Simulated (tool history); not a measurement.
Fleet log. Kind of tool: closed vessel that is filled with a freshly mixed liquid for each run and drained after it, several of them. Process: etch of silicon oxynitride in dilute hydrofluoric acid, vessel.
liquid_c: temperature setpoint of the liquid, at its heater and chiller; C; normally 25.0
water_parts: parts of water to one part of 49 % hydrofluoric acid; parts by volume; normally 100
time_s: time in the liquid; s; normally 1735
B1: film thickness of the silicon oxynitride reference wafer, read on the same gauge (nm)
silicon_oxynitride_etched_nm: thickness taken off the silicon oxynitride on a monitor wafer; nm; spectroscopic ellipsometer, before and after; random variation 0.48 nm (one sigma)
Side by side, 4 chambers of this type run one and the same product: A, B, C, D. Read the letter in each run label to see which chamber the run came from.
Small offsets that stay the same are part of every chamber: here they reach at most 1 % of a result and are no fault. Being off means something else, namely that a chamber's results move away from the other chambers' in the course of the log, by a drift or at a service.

Run 1B, hour 12.3: usual settings; B1 119.97. Result: silicon_oxynitride_etched_nm 50.328 nm.
Run 2A, hour 23.1: usual settings; B1 120.00. Result: silicon_oxynitride_etched_nm 49.555 nm.
Run 3D, hour 29.7: usual settings; B1 119.97. Result: silicon_oxynitride_etched_nm 51.123 nm.
Run 4C, hour 41.2: usual settings; B1 120.01. Result: silicon_oxynitride_etched_nm 50.528 nm.
Run 5C, hour 55.6: usual settings; B1 120.00. Result: silicon_oxynitride_etched_nm 50.188 nm.
Run 6D, hour 68.3: usual settings; B1 120.01. Result: silicon_oxynitride_etched_nm 51.333 nm.
Run 7A, hour 75.8: usual settings; B1 119.97. Result: silicon_oxynitride_etched_nm 49.316 nm.
Run 8B, hour 87.4: usual settings; B1 120.00. Result: silicon_oxynitride_etched_nm 49.820 nm.
Run 9C, hour 94.8: usual settings; B1 120.00. Result: silicon_oxynitride_etched_nm 50.681 nm.
Run 10D, hour 108.0: usual settings; B1 119.99. Result: silicon_oxynitride_etched_nm 50.443 nm.
Run 11A, hour 117.1: usual settings but water_parts 70 parts by volume, time_s 2220 s; B1 119.99. Result: silicon_oxynitride_etched_nm 93.613 nm.
Run 12B, hour 129.1: usual settings but water_parts 70 parts by volume, time_s 2220 s; B1 119.99. Result: silicon_oxynitride_etched_nm 95.514 nm.
Run 13A, hour 142.9: usual settings but water_parts 70 parts by volume, time_s 2220 s; B1 120.02. Result: silicon_oxynitride_etched_nm 95.093 nm.
Run 14B, hour 157.2: usual settings but water_parts 70 parts by volume, time_s 2220 s; B1 119.99. Result: silicon_oxynitride_etched_nm 94.833 nm.
Run 15D, hour 168.0: usual settings but time_s 965 s; B1 120.02. Result: silicon_oxynitride_etched_nm 28.445 nm.
Run 16C, hour 177.9: usual settings but time_s 965 s; B1 120.02. Result: silicon_oxynitride_etched_nm 27.668 nm.
Run 17B, hour 184.2: usual settings but time_s 965 s; B1 120.01. Result: silicon_oxynitride_etched_nm 27.716 nm.
Run 18D, hour 193.2: usual settings but time_s 965 s; B1 120.03. Result: silicon_oxynitride_etched_nm 29.121 nm.
Run 19C, hour 200.6: usual settings; B1 119.98. Result: silicon_oxynitride_etched_nm 49.949 nm.
Run 20A, hour 214.9: usual settings; B1 120.00. Result: silicon_oxynitride_etched_nm 49.376 nm.
Run 21D, hour 227.3: usual settings; B1 119.96. Result: silicon_oxynitride_etched_nm 52.767 nm.
Run 22C, hour 239.9: usual settings; B1 119.99. Result: silicon_oxynitride_etched_nm 50.031 nm.
Run 23B, hour 253.4: usual settings; B1 120.00. Result: silicon_oxynitride_etched_nm 50.992 nm.
Run 24A, hour 262.2: usual settings; B1 119.98. Result: silicon_oxynitride_etched_nm 49.444 nm.
Run 25B, hour 269.5: usual settings; B1 120.02. Result: silicon_oxynitride_etched_nm 49.880 nm.
Run 26D, hour 281.6: usual settings; B1 120.01. Result: silicon_oxynitride_etched_nm 53.732 nm.
Run 27A, hour 291.6: usual settings; B1 120.03. Result: silicon_oxynitride_etched_nm 49.953 nm.
Run 28C, hour 301.9: usual settings; B1 119.98. Result: silicon_oxynitride_etched_nm 50.304 nm.
Run 29D, hour 315.6: usual settings; B1 120.04. Result: silicon_oxynitride_etched_nm 52.383 nm.
Run 30C, hour 326.5: usual settings; B1 119.98. Result: silicon_oxynitride_etched_nm 49.841 nm.
Run 31B, hour 333.8: usual settings but liquid_c 20.5 C, water_parts 145 parts by volume; B1 120.01. Result: silicon_oxynitride_etched_nm 27.442 nm.
Run 32A, hour 347.8: usual settings but liquid_c 20.5 C, water_parts 145 parts by volume; B1 120.00. Result: silicon_oxynitride_etched_nm 26.454 nm.
Run 33D, hour 357.8: usual settings but liquid_c 20.5 C, water_parts 145 parts by volume; B1 119.97. Result: silicon_oxynitride_etched_nm 29.669 nm.
Run 34A, hour 370.4: usual settings but liquid_c 20.5 C, water_parts 145 parts by volume; B1 119.99. Result: silicon_oxynitride_etched_nm 26.442 nm.
Run 35B, hour 383.9: usual settings; B1 120.03. Result: silicon_oxynitride_etched_nm 50.644 nm.
Run 36C, hour 390.9: usual settings; B1 120.02. Result: silicon_oxynitride_etched_nm 50.219 nm.
Run 37A, hour 399.5: usual settings; B1 120.00. Result: silicon_oxynitride_etched_nm 50.108 nm.
Run 38C, hour 413.6: usual settings but liquid_c 28.0 C, water_parts 135 parts by volume; B1 120.01. Result: silicon_oxynitride_etched_nm 41.261 nm.
Run 39B, hour 420.8: usual settings but liquid_c 28.0 C, water_parts 135 parts by volume; B1 119.99. Result: silicon_oxynitride_etched_nm 41.541 nm.
Run 40D, hour 434.1: usual settings but liquid_c 28.0 C, water_parts 135 parts by volume; B1 119.99. Result: silicon_oxynitride_etched_nm 46.999 nm.
Run 41C, hour 445.5: usual settings but liquid_c 28.0 C, water_parts 135 parts by volume; B1 120.00. Result: silicon_oxynitride_etched_nm 41.410 nm.
Run 42D, hour 456.1: usual settings; B1 120.01. Result: silicon_oxynitride_etched_nm 56.521 nm.
Run 43A, hour 469.0: usual settings but liquid_c 28.5 C; B1 119.96. Result: silicon_oxynitride_etched_nm 58.433 nm.

All 4 chambers run these settings next. Forecast each chamber's results:
Run 44A, hour 479.6: usual settings but time_s 1045 s. Result: silicon_oxynitride_etched_nm ?.
Run 44B, hour 479.6: usual settings but time_s 1045 s. Result: silicon_oxynitride_etched_nm ?.
Run 44C, hour 479.6: usual settings but time_s 1045 s. Result: silicon_oxynitride_etched_nm ?.
Run 44D, hour 479.6: usual settings but time_s 1045 s. Result: silicon_oxynitride_etched_nm ?.

run  silicon_oxynitride_etched_nm
44A                        29.499
44B                        30.438
44C                        29.556
44D                        34.302
